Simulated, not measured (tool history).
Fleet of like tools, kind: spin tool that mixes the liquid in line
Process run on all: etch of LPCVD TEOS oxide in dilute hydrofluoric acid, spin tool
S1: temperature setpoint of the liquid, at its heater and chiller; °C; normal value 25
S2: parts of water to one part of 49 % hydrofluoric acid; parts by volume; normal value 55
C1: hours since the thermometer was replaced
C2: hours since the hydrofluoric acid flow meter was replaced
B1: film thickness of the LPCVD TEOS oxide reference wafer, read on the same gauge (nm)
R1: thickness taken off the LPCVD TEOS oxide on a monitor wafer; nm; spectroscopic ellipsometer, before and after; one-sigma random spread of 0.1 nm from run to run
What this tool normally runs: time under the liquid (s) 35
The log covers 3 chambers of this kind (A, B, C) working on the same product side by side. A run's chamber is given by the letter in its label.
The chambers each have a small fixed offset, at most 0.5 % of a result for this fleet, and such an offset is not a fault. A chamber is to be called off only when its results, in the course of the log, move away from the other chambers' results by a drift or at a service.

run 1A hour=5 | S1=25 S2=55 time_under_the_liquid_(s)=35 | C1=492 C2=397.9 | B1=150.01 | R1=16.253
run 2C hour=12 | S1=25 S2=55 time_under_the_liquid_(s)=35 | C1=240 C2=1493.7 | B1=150.01 | R1=16.4
run 3B hour=18.2 | S1=25 S2=55 time_under_the_liquid_(s)=35 | C1=401.5 C2=260.5 | B1=150.01 | R1=16.25
run 4A hour=23.6 | S1=25 S2=55 time_under_the_liquid_(s)=35 | C1=510.6 C2=416.5 | B1=149.99 | R1=16.447
run 5B hour=28.4 | S1=23 S2=45 time_under_the_liquid_(s)=35 | C1=411.7 C2=270.7 | B1=149.97 | R1=18.607
run 6C hour=32.8 | S1=23 S2=45 time_under_the_liquid_(s)=35 | C1=260.8 C2=1514.5 | B1=150.02 | R1=18.536
run 7B hour=39.9 | S1=23 S2=45 time_under_the_liquid_(s)=35 | C1=423.2 C2=282.2 | B1=150.01 | R1=18.499
run 8C hour=47.6 | S1=25 S2=55 time_under_the_liquid_(s)=35 | C1=275.6 C2=1529.3 | B1=150 | R1=16.431
run 9A hour=54.4 | S1=25 S2=55 time_under_the_liquid_(s)=35 | C1=541.4 C2=447.3 | B1=149.99 | R1=16.3
run 10C hour=62.5 | S1=25 S2=55 time_under_the_liquid_(s)=35 | C1=290.5 C2=1544.2 | B1=150.01 | R1=16.189
run 11B hour=66.2 | S1=29 S2=35 time_under_the_liquid_(s)=35 | C1=449.5 C2=308.5 | B1=150 | R1=30.205
run 12A hour=72.4 | S1=29 S2=35 time_under_the_liquid_(s)=35 | C1=559.4 C2=465.3 | B1=149.99 | R1=31.324
run 13B hour=79.5 | S1=29 S2=35 time_under_the_liquid_(s)=35 | C1=462.8 C2=321.8 | B1=150.01 | R1=30.498
run 14A hour=85.7 | S1=25 S2=55 time_under_the_liquid_(s)=35 | C1=572.7 C2=478.6 | B1=149.99 | R1=16.488
run 15C hour=93.9 | S1=25 S2=55 time_under_the_liquid_(s)=35 | C1=321.9 C2=1575.6 | B1=149.98 | R1=16.578
run 16B hour=100 | S1=25 S2=55 time_under_the_liquid_(s)=35 | C1=483.3 C2=342.3 | B1=149.99 | R1=16.155
run 17C hour=105.3 | S1=25 S2=85 time_under_the_liquid_(s)=15 | C1=333.3 C2=1587 | B1=150 | R1=4.4024
run 18A hour=110.1 | S1=25 S2=85 time_under_the_liquid_(s)=15 | C1=597.1 C2=503 | B1=150 | R1=4.3654
run 19B hour=115.6 | S1=25 S2=85 time_under_the_liquid_(s)=15 | C1=498.9 C2=357.9 | B1=149.97 | R1=4.3653
run 20C hour=121.8 | S1=25 S2=55 time_under_the_liquid_(s)=35 | C1=349.8 C2=1603.5 | B1=149.98 | R1=16.488
run 21A hour=128.7 | S1=25 S2=55 time_under_the_liquid_(s)=35 | C1=615.7 C2=521.6 | B1=149.99 | R1=16.482
-- hour=130.5 chamber C: hydrofluoric acid flow meter replaced
run 22C hour=133.4 | S1=25 S2=55 time_under_the_liquid_(s)=35 | C1=361.4 C2=3 | B1=150 | R1=16.286
run 23A hour=139.7 | S1=25 S2=55 time_under_the_liquid_(s)=35 | C1=626.7 C2=532.6 | B1=149.98 | R1=16.225
run 24B hour=145.9 | S1=25 S2=55 time_under_the_liquid_(s)=35 | C1=529.2 C2=388.2 | B1=149.99 | R1=16.475
run 25A hour=153.1 | S1=25 S2=55 time_under_the_liquid_(s)=35 | C1=640.1 C2=546 | B1=149.98 | R1=16.251
run 26B hour=158.6 | S1=25 S2=55 time_under_the_liquid_(s)=35 | C1=541.9 C2=400.9 | B1=149.99 | R1=16.326
run 27C hour=163.7 | S1=25 S2=85 time_under_the_liquid_(s)=15 | C1=391.7 C2=33.3 | B1=150 | R1=4.405
run 28C hour=170.6 | S1=25 S2=85 time_under_the_liquid_(s)=15 | C1=398.6 C2=40.2 | B1=149.99 | R1=4.3695
run 29B hour=175.8 | S1=25 S2=85 time_under_the_liquid_(s)=15 | C1=559.1 C2=418.1 | B1=149.98 | R1=4.4203
run 30A hour=181.1 | S1=25 S2=55 time_under_the_liquid_(s)=50 | C1=668.1 C2=574 | B1=150 | R1=23.193
run 31C hour=186.1 | S1=25 S2=55 time_under_the_liquid_(s)=50 | C1=414.1 C2=55.7 | B1=150 | R1=23.524
run 32B hour=191.7 | S1=25 S2=55 time_under_the_liquid_(s)=50 | C1=575 C2=434 | B1=150.01 | R1=23.14
run 33A hour=197 | S1=25 S2=55 time_under_the_liquid_(s)=35 | C1=684 C2=589.9 | B1=149.99 | R1=16.35
-- hour=198.2 chamber A: hydrofluoric acid flow meter replaced
run 34A hour=201.6 | S1=25 S2=55 time_under_the_liquid_(s)=35 | C1=688.6 C2=3.5 | B1=149.97 | R1=16.514

All chambers now run identical settings, listed one chamber a line with results as question marks. What results will each chamber show?
run 35A hour=207.4 | S1=25 S2=40 time_under_the_liquid_(s)=35 | R1=?
run 35B hour=207.4 | S1=25 S2=40 time_under_the_liquid_(s)=35 | R1=?
run 35C hour=207.4 | S1=25 S2=40 time_under_the_liquid_(s)=35 | R1=?

run=35A R1=23.011
run=35B R1=22.875
run=35C R1=23.233
